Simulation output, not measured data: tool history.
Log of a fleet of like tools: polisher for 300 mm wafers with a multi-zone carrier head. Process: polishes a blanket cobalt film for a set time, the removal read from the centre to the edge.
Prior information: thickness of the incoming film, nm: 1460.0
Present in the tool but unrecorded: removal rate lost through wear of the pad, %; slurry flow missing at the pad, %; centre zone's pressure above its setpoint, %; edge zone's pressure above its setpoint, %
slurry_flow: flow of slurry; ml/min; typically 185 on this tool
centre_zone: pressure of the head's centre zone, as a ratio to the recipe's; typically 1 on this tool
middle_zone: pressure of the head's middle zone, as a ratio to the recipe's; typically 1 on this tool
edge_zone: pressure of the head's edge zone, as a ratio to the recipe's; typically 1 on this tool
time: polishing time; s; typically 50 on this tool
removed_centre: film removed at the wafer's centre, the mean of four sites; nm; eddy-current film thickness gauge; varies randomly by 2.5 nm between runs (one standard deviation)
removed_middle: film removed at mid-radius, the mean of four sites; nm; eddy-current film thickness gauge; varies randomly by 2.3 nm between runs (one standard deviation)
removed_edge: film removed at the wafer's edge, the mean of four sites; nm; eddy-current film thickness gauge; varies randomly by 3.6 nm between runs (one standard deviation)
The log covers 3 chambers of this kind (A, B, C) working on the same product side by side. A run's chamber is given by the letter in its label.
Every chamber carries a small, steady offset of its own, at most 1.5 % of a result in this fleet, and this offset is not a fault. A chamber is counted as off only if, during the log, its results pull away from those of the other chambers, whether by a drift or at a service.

run	hour	slurry_flow	centre_zone	middle_zone	edge_zone	time	wafers polished on this pad	hours since the slurry nozzle was cleaned	hours since the centre zone pressure was calibrated	hours since the edge zone pressure was calibrated	removed_centre	removed_middle	removed_edge
1B	4.3	185	1	1	1	50	167	326.7	799.5	626.3	259.33	260.55	259.21
2A	6.6	185	1	1	1	50	184	85.7	99.4	12.5	259.93	255.79	265.03
3C	11.5	185	1	1	1	50	727	356	233.7	527.1	267.66	258.77	255.13
4B	15	185	1	1	1	50	295	337.4	810.2	637	257.58	257.06	261.84
5A	18.2	185	1	1	1	50	323	97.3	111	24.1	256.63	256.37	258.95
6C	20.8	185	1.11	0.93	1	50	837	365.3	243	536.4	299.54	240.9	257.59
7B	25.5	185	1.11	0.93	1	50	420	347.9	820.7	647.5	292.01	240.09	257.08
8A	29	185	1.11	0.93	1	50	451	108.1	121.8	34.9	283.2	239.08	269.97
9C	31.3	185	1	1	1	58	963	375.8	253.5	546.9	304.47	304.52	302.89
# hour 34.5: chamber C: worn pad replaced by a new one
10B	34.9	185	1	1	1	58	532	357.3	830.1	656.9	305.57	294.68	306.21
11A	37.8	185	1	1	1	58	556	116.9	130.6	43.7	292.89	295.16	304.26
12C	42.8	185	1	1	1	50	100	387.3	265	558.4	257.3	261.65	259.8
13C	45.2	185	1.04	1	1.1	50	128	389.7	267.4	560.8	271.4	259.6	269.65
14B	49.7	185	1.04	1	1.1	50	708	372.1	844.9	671.7	268.54	255.34	276.85
15A	53.5	185	1.04	1	1.1	50	743	132.6	146.3	59.4	263.76	252.04	273.65
16C	58.1	185	1	1	1	50	282	402.6	280.3	573.7	261.3	260.46	252.8
17A	60.9	185	1	1	1	50	831	140	153.7	66.8	246.25	252.74	258.48
18B	65.3	185	1	1	1	50	894	387.7	860.5	687.3	260.32	259.83	269.06
19C	69.8	185	1	1	1	57	421	414.3	292	585.4	299.86	296.02	293.92
# hour 72.2: chamber B: worn pad replaced by a new one
20B	74.8	185	1	1	1	57	31	397.2	870	696.8	301.04	292.54	296.08

Next, all 3 chambers run the settings below, one line each with question marks for the results. What does each chamber give?
21A	78.4	185	1	1	1	50					?	?	?
21B	78.4	185	1	1	1	50					?	?	?
21C	78.4	185	1	1	1	50					?	?	?

run	removed_centre	removed_middle	removed_edge
21A	239.61	246.11	251.36
21B	259.9	256.14	260.75
21C	255.74	260.4	258.87
